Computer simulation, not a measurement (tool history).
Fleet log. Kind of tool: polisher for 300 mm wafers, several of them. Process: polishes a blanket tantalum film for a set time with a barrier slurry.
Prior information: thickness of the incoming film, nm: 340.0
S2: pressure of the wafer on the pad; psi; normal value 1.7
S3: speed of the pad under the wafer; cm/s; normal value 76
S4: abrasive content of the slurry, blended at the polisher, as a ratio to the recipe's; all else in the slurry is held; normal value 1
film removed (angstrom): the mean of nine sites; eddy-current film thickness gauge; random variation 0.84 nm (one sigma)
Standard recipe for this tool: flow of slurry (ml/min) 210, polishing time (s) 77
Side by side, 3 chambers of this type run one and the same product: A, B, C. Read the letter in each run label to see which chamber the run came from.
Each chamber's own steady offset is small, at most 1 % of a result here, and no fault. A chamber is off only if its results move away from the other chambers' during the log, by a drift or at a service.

run 1A day=0.300 | flow_of_slurry_(ml/min)=210 S2=1.7 S3=76 S4=1 polishing_time_(s)=77 | film_removed_(angstrom)=847.49
run 2B day=0.533 | flow_of_slurry_(ml/min)=210 S2=1.7 S3=76 S4=1 polishing_time_(s)=77 | film_removed_(angstrom)=835.05
run 3C day=0.742 | flow_of_slurry_(ml/min)=210 S2=1.7 S3=76 S4=1 polishing_time_(s)=77 | film_removed_(angstrom)=821.77
run 4C day=0.888 | flow_of_slurry_(ml/min)=210 S2=1.7 S3=76 S4=1 polishing_time_(s)=77 | film_removed_(angstrom)=834.35
-- day=1.038 chamber A: slurry nozzle cleaned
run 5A day=1.112 | flow_of_slurry_(ml/min)=210 S2=1.7 S3=76 S4=1 polishing_time_(s)=77 | film_removed_(angstrom)=844.36
-- day=1.229 chamber A: slurry blender recalibrated
-- day=1.308 chamber A: head pressure recalibrated
run 6B day=1.442 | flow_of_slurry_(ml/min)=210 S2=1.7 S3=76 S4=1 polishing_time_(s)=77 | film_removed_(angstrom)=828.95
run 7C day=1.608 | flow_of_slurry_(ml/min)=210 S2=1.7 S3=76 S4=1 polishing_time_(s)=77 | film_removed_(angstrom)=835.43
run 8A day=1.854 | flow_of_slurry_(ml/min)=210 S2=1.7 S3=76 S4=1 polishing_time_(s)=77 | film_removed_(angstrom)=831.21
run 9B day=2.067 | flow_of_slurry_(ml/min)=210 S2=1.7 S3=76 S4=1 polishing_time_(s)=77 | film_removed_(angstrom)=835.59
run 10B day=2.275 | flow_of_slurry_(ml/min)=210 S2=1.7 S3=76 S4=1 polishing_time_(s)=77 | film_removed_(angstrom)=831.35
-- day=2.542 chamber C: worn pad replaced by a new one
run 11C day=2.554 | flow_of_slurry_(ml/min)=210 S2=1.7 S3=76 S4=1 polishing_time_(s)=56 | film_removed_(angstrom)=610.52
run 12A day=2.725 | flow_of_slurry_(ml/min)=210 S2=1.7 S3=76 S4=1 polishing_time_(s)=56 | film_removed_(angstrom)=605.28
run 13B day=2.900 | flow_of_slurry_(ml/min)=210 S2=1.7 S3=76 S4=1 polishing_time_(s)=56 | film_removed_(angstrom)=609.78
run 14A day=3.167 | flow_of_slurry_(ml/min)=265 S2=1.7 S3=76 S4=1 polishing_time_(s)=77 | film_removed_(angstrom)=847.12
run 15C day=3.358 | flow_of_slurry_(ml/min)=265 S2=1.7 S3=76 S4=1 polishing_time_(s)=77 | film_removed_(angstrom)=860.53
-- day=3.408 chamber B: head pressure recalibrated
run 16C day=3.692 | flow_of_slurry_(ml/min)=265 S2=1.7 S3=76 S4=1 polishing_time_(s)=77 | film_removed_(angstrom)=872.68
run 17A day=3.962 | flow_of_slurry_(ml/min)=210 S2=1.7 S3=76 S4=1 polishing_time_(s)=77 | film_removed_(angstrom)=848.21
run 18B day=4.250 | flow_of_slurry_(ml/min)=210 S2=1.7 S3=76 S4=1 polishing_time_(s)=77 | film_removed_(angstrom)=914.63
run 19C day=4.579 | flow_of_slurry_(ml/min)=210 S2=1.7 S3=76 S4=1 polishing_time_(s)=77 | film_removed_(angstrom)=839.61
-- day=4.608 chamber C: head pressure recalibrated
run 20B day=4.850 | flow_of_slurry_(ml/min)=210 S2=1.7 S3=76 S4=1 polishing_time_(s)=77 | film_removed_(angstrom)=907.18
run 21A day=5.188 | flow_of_slurry_(ml/min)=210 S2=1.7 S3=76 S4=1 polishing_time_(s)=77 | film_removed_(angstrom)=840.39
run 22B day=5.342 | flow_of_slurry_(ml/min)=160 S2=1.4 S3=76 S4=1 polishing_time_(s)=77 | film_removed_(angstrom)=715.72
-- day=5.658 chamber B: slurry blender recalibrated
run 23C day=5.667 | flow_of_slurry_(ml/min)=160 S2=1.4 S3=76 S4=1 polishing_time_(s)=77 | film_removed_(angstrom)=674.51
-- day=5.725 chamber A: worn pad replaced by a new one
run 24A day=5.821 | flow_of_slurry_(ml/min)=160 S2=1.4 S3=76 S4=1 polishing_time_(s)=77 | film_removed_(angstrom)=670.98
run 25C day=6.033 | flow_of_slurry_(ml/min)=210 S2=1.7 S3=76 S4=1 polishing_time_(s)=77 | film_removed_(angstrom)=843.68
-- day=6.096 chamber B: worn pad replaced by a new one
run 26B day=6.183 | flow_of_slurry_(ml/min)=210 S2=1.7 S3=76 S4=1 polishing_time_(s)=77 | film_removed_(angstrom)=921.14
run 27A day=6.375 | flow_of_slurry_(ml/min)=210 S2=1.7 S3=76 S4=1 polishing_time_(s)=77 | film_removed_(angstrom)=841.33
run 28B day=6.704 | flow_of_slurry_(ml/min)=210 S2=1.7 S3=76 S4=1 polishing_time_(s)=77 | film_removed_(angstrom)=911.08

Predict what each chamber gives when all 3 of them run the settings below next.
run 29A day=6.946 | flow_of_slurry_(ml/min)=210 S2=1.7 S3=76 S4=1 polishing_time_(s)=77 | film_removed_(angstrom)=?
run 29B day=6.946 | flow_of_slurry_(ml/min)=210 S2=1.7 S3=76 S4=1 polishing_time_(s)=77 | film_removed_(angstrom)=?
run 29C day=6.946 | flow_of_slurry_(ml/min)=210 S2=1.7 S3=76 S4=1 polishing_time_(s)=77 | film_removed_(angstrom)=?

run=29A film_removed_(angstrom)=846.60
run=29B film_removed_(angstrom)=904.87
run=29C film_removed_(angstrom)=865.40
